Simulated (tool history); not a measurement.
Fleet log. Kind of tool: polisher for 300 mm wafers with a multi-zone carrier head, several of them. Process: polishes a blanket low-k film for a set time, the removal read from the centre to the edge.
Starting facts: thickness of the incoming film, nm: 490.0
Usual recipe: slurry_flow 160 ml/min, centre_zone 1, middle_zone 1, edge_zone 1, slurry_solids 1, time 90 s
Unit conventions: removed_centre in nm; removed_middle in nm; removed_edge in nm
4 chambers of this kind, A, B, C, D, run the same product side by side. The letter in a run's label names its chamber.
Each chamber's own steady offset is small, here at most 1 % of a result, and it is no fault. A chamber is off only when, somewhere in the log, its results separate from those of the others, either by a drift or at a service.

{"run": "1C", "hour": 7.6, "slurry_flow": 160, "centre_zone": 1, "middle_zone": 1, "edge_zone": 1, "slurry_solids": 1, "time": 90, "removed_centre": 19.445, "removed_middle": 19.43, "removed_edge": 19.768}
{"run": "2D", "hour": 15.2, "slurry_flow": 160, "centre_zone": 1, "middle_zone": 1, "edge_zone": 1, "slurry_solids": 1, "time": 90, "removed_centre": 19.507, "removed_middle": 19.5, "removed_edge": 19.122}
{"hour": 23.6, "done": "chamber B: worn pad replaced by a new one"}
{"run": "3A", "hour": 24.4, "slurry_flow": 160, "centre_zone": 1, "middle_zone": 1, "edge_zone": 1, "slurry_solids": 1, "time": 90, "removed_centre": 19.545, "removed_middle": 19.911, "removed_edge": 19.876}
{"hour": 29.8, "done": "chamber C: worn pad replaced by a new one"}
{"run": "4B", "hour": 35.0, "slurry_flow": 160, "centre_zone": 1, "middle_zone": 1, "edge_zone": 1, "slurry_solids": 1, "time": 90, "removed_centre": 19.165, "removed_middle": 19.483, "removed_edge": 19.759}
{"run": "5C", "hour": 41.6, "slurry_flow": 160, "centre_zone": 1, "middle_zone": 1, "edge_zone": 0.92, "slurry_solids": 1, "time": 90, "removed_centre": 19.09, "removed_middle": 19.563, "removed_edge": 18.401}
{"run": "6A", "hour": 51.1, "slurry_flow": 160, "centre_zone": 1, "middle_zone": 1, "edge_zone": 0.92, "slurry_solids": 1, "time": 90, "removed_centre": 19.505, "removed_middle": 19.679, "removed_edge": 18.86}
{"run": "7D", "hour": 63.9, "slurry_flow": 160, "centre_zone": 1, "middle_zone": 1, "edge_zone": 0.92, "slurry_solids": 1, "time": 90, "removed_centre": 19.005, "removed_middle": 19.254, "removed_edge": 18.41}
{"hour": 74.9, "done": "chamber A: worn pad replaced by a new one"}
{"run": "8B", "hour": 76.9, "slurry_flow": 160, "centre_zone": 1, "middle_zone": 1, "edge_zone": 0.92, "slurry_solids": 1, "time": 90, "removed_centre": 19.451, "removed_middle": 20.094, "removed_edge": 18.437}
{"run": "9D", "hour": 87.1, "slurry_flow": 160, "centre_zone": 1, "middle_zone": 1, "edge_zone": 1, "slurry_solids": 1, "time": 90, "removed_centre": 19.535, "removed_middle": 19.362, "removed_edge": 19.875}
{"hour": 88.0, "done": "chamber D: slurry nozzle cleaned"}
{"run": "10A", "hour": 95.6, "slurry_flow": 160, "centre_zone": 1, "middle_zone": 1, "edge_zone": 1, "slurry_solids": 1, "time": 90, "removed_centre": 19.488, "removed_middle": 19.957, "removed_edge": 19.508}
{"run": "11B", "hour": 102.0, "slurry_flow": 160, "centre_zone": 1, "middle_zone": 1, "edge_zone": 1, "slurry_solids": 1, "time": 90, "removed_centre": 19.588, "removed_middle": 19.448, "removed_edge": 19.471}
{"run": "12C", "hour": 108.2, "slurry_flow": 160, "centre_zone": 1, "middle_zone": 1, "edge_zone": 1, "slurry_solids": 1, "time": 90, "removed_centre": 19.408, "removed_middle": 19.666, "removed_edge": 19.404}
{"hour": 118.2, "done": "chamber D: centre zone pressure recalibrated"}
{"run": "13A", "hour": 121.5, "slurry_flow": 160, "centre_zone": 1, "middle_zone": 1, "edge_zone": 1, "slurry_solids": 1, "time": 90, "removed_centre": 19.126, "removed_middle": 19.38, "removed_edge": 19.963}
{"hour": 133.7, "done": "chamber B: worn pad replaced by a new one"}
{"run": "14D", "hour": 135.1, "slurry_flow": 160, "centre_zone": 1.07, "middle_zone": 1, "edge_zone": 1, "slurry_solids": 1, "time": 109, "removed_centre": 24.761, "removed_middle": 22.947, "removed_edge": 22.663}
{"run": "15C", "hour": 148.0, "slurry_flow": 160, "centre_zone": 1.07, "middle_zone": 1, "edge_zone": 1, "slurry_solids": 1, "time": 109, "removed_centre": 24.649, "removed_middle": 23.565, "removed_edge": 23.62}
{"run": "16B", "hour": 154.1, "slurry_flow": 160, "centre_zone": 1.07, "middle_zone": 1, "edge_zone": 1, "slurry_solids": 1, "time": 109, "removed_centre": 25.546, "removed_middle": 23.496, "removed_edge": 23.895}
{"hour": 159.3, "done": "chamber A: worn pad replaced by a new one"}
{"run": "17D", "hour": 160.4, "slurry_flow": 160, "centre_zone": 1.07, "middle_zone": 1, "edge_zone": 1, "slurry_solids": 1, "time": 109, "removed_centre": 24.322, "removed_middle": 22.339, "removed_edge": 22.757}
{"run": "18B", "hour": 172.2, "slurry_flow": 160, "centre_zone": 1, "middle_zone": 1, "edge_zone": 1, "slurry_solids": 1, "time": 90, "removed_centre": 19.304, "removed_middle": 19.717, "removed_edge": 20.043}
{"run": "19C", "hour": 180.5, "slurry_flow": 200, "centre_zone": 1, "middle_zone": 1, "edge_zone": 1, "slurry_solids": 1, "time": 90, "removed_centre": 20.082, "removed_middle": 20.183, "removed_edge": 20.024}
{"hour": 188.2, "done": "chamber C: worn pad replaced by a new one"}
{"run": "20A", "hour": 192.3, "slurry_flow": 200, "centre_zone": 1, "middle_zone": 1, "edge_zone": 1, "slurry_solids": 1, "time": 90, "removed_centre": 20.45, "removed_middle": 20.455, "removed_edge": 20.22}
{"run": "21C", "hour": 204.9, "slurry_flow": 200, "centre_zone": 1, "middle_zone": 1, "edge_zone": 1, "slurry_solids": 1, "time": 90, "removed_centre": 20.337, "removed_middle": 20.12, "removed_edge": 20.052}
{"run": "22A", "hour": 214.7, "slurry_flow": 200, "centre_zone": 1, "middle_zone": 1, "edge_zone": 1, "slurry_solids": 1, "time": 90, "removed_centre": 20.227, "removed_middle": 20.124, "removed_edge": 20.417}
{"hour": 221.2, "done": "chamber A: slurry nozzle cleaned"}
{"run": "23D", "hour": 224.1, "slurry_flow": 160, "centre_zone": 1, "middle_zone": 1, "edge_zone": 1, "slurry_solids": 1, "time": 101, "removed_centre": 20.672, "removed_middle": 20.467, "removed_edge": 20.297}
{"run": "24B", "hour": 231.3, "slurry_flow": 160, "centre_zone": 1, "middle_zone": 1, "edge_zone": 1, "slurry_solids": 1, "time": 101, "removed_centre": 22.24, "removed_middle": 22.302, "removed_edge": 21.681}
{"run": "25C", "hour": 241.3, "slurry_flow": 160, "centre_zone": 1, "middle_zone": 1, "edge_zone": 1, "slurry_solids": 1, "time": 101, "removed_centre": 21.758, "removed_middle": 22.508, "removed_edge": 21.932}
{"run": "26D", "hour": 247.4, "slurry_flow": 160, "centre_zone": 1, "middle_zone": 1, "edge_zone": 1, "slurry_solids": 1, "time": 101, "removed_centre": 20.327, "removed_middle": 19.974, "removed_edge": 20.473}
{"hour": 255.3, "done": "chamber A: worn pad replaced by a new one"}
{"run": "27A", "hour": 255.9, "slurry_flow": 160, "centre_zone": 1.09, "middle_zone": 1, "edge_zone": 1, "slurry_solids": 1, "time": 90, "removed_centre": 21.382, "removed_middle": 19.519, "removed_edge": 19.883}
{"hour": 259.5, "done": "chamber B: worn pad replaced by a new one"}
{"run": "28B", "hour": 269.4, "slurry_flow": 160, "centre_zone": 1.09, "middle_zone": 1, "edge_zone": 1, "slurry_solids": 1, "time": 90, "removed_centre": 21.392, "removed_middle": 19.859, "removed_edge": 19.429}
{"run": "29A", "hour": 276.1, "slurry_flow": 160, "centre_zone": 1.09, "middle_zone": 1, "edge_zone": 1, "slurry_solids": 1, "time": 90, "removed_centre": 21.338, "removed_middle": 19.394, "removed_edge": 19.58}
{"run": "30C", "hour": 284.4, "slurry_flow": 160, "centre_zone": 1.09, "middle_zone": 1, "edge_zone": 1, "slurry_solids": 1, "time": 90, "removed_centre": 21.379, "removed_middle": 19.702, "removed_edge": 19.653}
{"hour": 292.1, "done": "chamber C: centre zone pressure recalibrated"}
{"run": "31D", "hour": 295.7, "slurry_flow": 160, "centre_zone": 1, "middle_zone": 1, "edge_zone": 1, "slurry_solids": 1, "time": 90, "removed_centre": 17.537, "removed_middle": 17.865, "removed_edge": 17.976}
{"run": "32B", "hour": 306.3, "slurry_flow": 160, "centre_zone": 1, "middle_zone": 1, "edge_zone": 1, "slurry_solids": 1, "time": 90, "removed_centre": 19.722, "removed_middle": 19.654, "removed_edge": 19.395}
{"hour": 313.7, "done": "chamber C: worn pad replaced by a new one"}
{"run": "33B", "hour": 316.8, "slurry_flow": 160, "centre_zone": 1, "middle_zone": 1, "edge_zone": 1, "slurry_solids": 1, "time": 90, "removed_centre": 19.393, "removed_middle": 19.353, "removed_edge": 20.323}
{"run": "34C", "hour": 322.8, "slurry_flow": 160, "centre_zone": 1, "middle_zone": 1, "edge_zone": 1, "slurry_solids": 1, "time": 90, "removed_centre": 19.275, "removed_middle": 19.493, "removed_edge": 19.171}
{"hour": 331.3, "done": "chamber B: edge zone pressure recalibrated"}
{"run": "35A", "hour": 334.0, "slurry_flow": 160, "centre_zone": 1, "middle_zone": 1, "edge_zone": 1, "slurry_solids": 1, "time": 90, "removed_centre": 20.09, "removed_middle": 19.617, "removed_edge": 19.595}
{"run": "36D", "hour": 344.5, "slurry_flow": 160, "centre_zone": 1, "middle_zone": 1, "edge_zone": 1, "slurry_solids": 1, "time": 90, "removed_centre": 17.534, "removed_middle": 17.343, "removed_edge": 17.5}
{"run": "37C", "hour": 355.9, "slurry_flow": 160, "centre_zone": 1, "middle_zone": 1, "edge_zone": 1, "slurry_solids": 1, "time": 90, "removed_centre": 19.327, "removed_middle": 19.696, "removed_edge": 19.946}
{"run": "38B", "hour": 367.5, "slurry_flow": 160, "centre_zone": 1, "middle_zone": 1, "edge_zone": 1, "slurry_solids": 1, "time": 90, "removed_centre": 19.696, "removed_middle": 19.757, "removed_edge": 19.302}
{"run": "39D", "hour": 380.2, "slurry_flow": 160, "centre_zone": 1, "middle_zone": 1, "edge_zone": 1, "slurry_solids": 0.9, "time": 90, "removed_centre": 16.326, "removed_middle": 16.533, "removed_edge": 16.271}

Is one chamber out of step, is the gauge drifting, or do the chambers differ by no more than their own small offsets? For an off chamber, give its letter and the likeliest cause.

Chamber D drifts away from the others.
Likeliest cause: removal rate lost through wear of the pad, % = 12.

Here are 4 candidates for chamber D's next run, each the usual settings with a change, their results left as question marks. Which one brings its results back in line with what the others give on the usual settings?
To be in line, a result may differ from the other chambers' mean on the usual settings by at most: removed_centre 0.73 nm; removed_middle 0.73 nm; removed_edge 0.97 nm
{"run": "40D-1", "hour": 390.0, "slurry_flow": 160, "centre_zone": 1, "middle_zone": 1, "edge_zone": 1.01, "slurry_solids": 1.05, "time": 100, "removed_centre": "?", "removed_middle": "?", "removed_edge": "?"}
{"run": "40D-2", "hour": 390.0, "slurry_flow": 155, "centre_zone": 1.01, "middle_zone": 0.99, "edge_zone": 0.99, "slurry_solids": 0.95, "time": 72, "removed_centre": "?", "removed_middle": "?", "removed_edge": "?"}
{"run": "40D-3", "hour": 390.0, "slurry_flow": 160, "centre_zone": 1, "middle_zone": 1, "edge_zone": 0.99, "slurry_solids": 0.95, "time": 80, "removed_centre": "?", "removed_middle": "?", "removed_edge": "?"}
{"run": "40D-4", "hour": 390.0, "slurry_flow": 165, "centre_zone": 1, "middle_zone": 1.01, "edge_zone": 1.01, "slurry_solids": 1.1, "time": 111, "removed_centre": "?", "removed_middle": "?", "removed_edge": "?"}

What the other chambers average on the usual settings: removed_centre 19.537 nm; removed_middle 19.659 nm; removed_edge 19.601 nm
run=40D-1 removed_centre=19.431 removed_middle=19.558 removed_edge=19.476
run=40D-2 removed_centre=13.43 removed_middle=13.256 removed_edge=13.208
run=40D-3 removed_centre=14.854 removed_middle=14.952 removed_edge=14.734
run=40D-4 removed_centre=22.144 removed_middle=22.479 removed_edge=22.142
40D-1 brings the chamber back in line.
